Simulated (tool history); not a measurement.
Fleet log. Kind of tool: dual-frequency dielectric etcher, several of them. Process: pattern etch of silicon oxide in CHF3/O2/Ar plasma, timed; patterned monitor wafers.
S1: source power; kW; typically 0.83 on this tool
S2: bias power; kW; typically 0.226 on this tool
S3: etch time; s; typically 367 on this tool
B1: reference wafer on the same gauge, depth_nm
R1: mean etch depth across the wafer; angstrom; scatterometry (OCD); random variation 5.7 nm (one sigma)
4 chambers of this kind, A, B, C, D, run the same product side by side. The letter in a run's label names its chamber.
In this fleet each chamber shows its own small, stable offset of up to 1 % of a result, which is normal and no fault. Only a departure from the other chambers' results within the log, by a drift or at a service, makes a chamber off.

run	day	S1	S2	S3	B1	R1
1D	0.375	0.83	0.226	367	1007.6	8815.6
2C	0.808	0.83	0.226	367	1005	8855.9
3B	1.038	0.83	0.226	367	1007.7	9024.2
4A	1.362	0.83	0.226	367	1006.6	8957.3
5C	1.762	0.83	0.226	367	1006.8	8853.5
6B	2.183	0.83	0.226	367	1007.1	8922
7D	2.421	1.03	0.256	367	1006.6	9890.4
8A	2.908	1.03	0.256	367	1005.4	10090
9C	3.375	1.03	0.256	367	1006.5	10169
10B	3.846	1.03	0.256	367	1006	10001
11A	4.2	0.66	0.226	276.5	1007	6162.4
12D	4.562	0.66	0.226	276.5	1006.6	6076.9
13D	4.867	0.66	0.226	276.5	1006	6112.1
14A	5.138	0.66	0.226	276.5	1009	6094.9
15C	5.467	0.83	0.201	328	1006.6	7582.9
# day 5.792: chamber A: wet clean of the chamber
16B	5.962	0.83	0.201	328	1008.1	7697.7
17B	6.333	0.83	0.201	328	1005	7624.6
18D	6.583	0.83	0.201	328	1005.7	7540.8
19A	6.962	0.83	0.226	303	1006.4	7607.5
20C	7.225	0.83	0.226	303	1007.2	7425.2
21A	7.567	0.83	0.226	303	1006.9	7552.6
22D	7.879	0.83	0.226	303	1006.1	7280.6
23B	8.404	0.83	0.226	367	1005.6	8912.3
24C	8.908	0.83	0.226	367	1006.4	8840.8
25B	9.354	0.83	0.226	367	1007.8	8919.1
26C	9.667	0.83	0.226	367	1007.4	8881.1
27A	10.038	0.83	0.226	367	1007.7	9124

One chamber off, gauge drift, or nothing amiss beyond the chambers' own small offsets? If it is a chamber, which one, and what is the likeliest cause?

After it was serviced, chamber A no longer matches the other chambers.
Cause: etch rate over this chamber's usual, % = 3.6.

Which of the 4 candidates below, each the usual settings with something changed and its results left as question marks, puts chamber A back in line with what the other chambers give on the usual settings?
Maximum distance from the other chambers' mean on the usual settings for a result to count as in line: R1 200 angstrom
28A-1	10.417	0.82	0.226	355		?
28A-2	10.417	0.84	0.229	391		?
28A-3	10.417	0.82	0.223	343		?
28A-4	10.417	0.83	0.25	367		?

The mean the other chambers reach with the usual settings: R1 8871.6 angstrom
run	R1
28A-1	8853.5
28A-2	9884.9
28A-3	8514.7
28A-4	9525.4
It is 28A-1 that realigns the chamber with its peers.
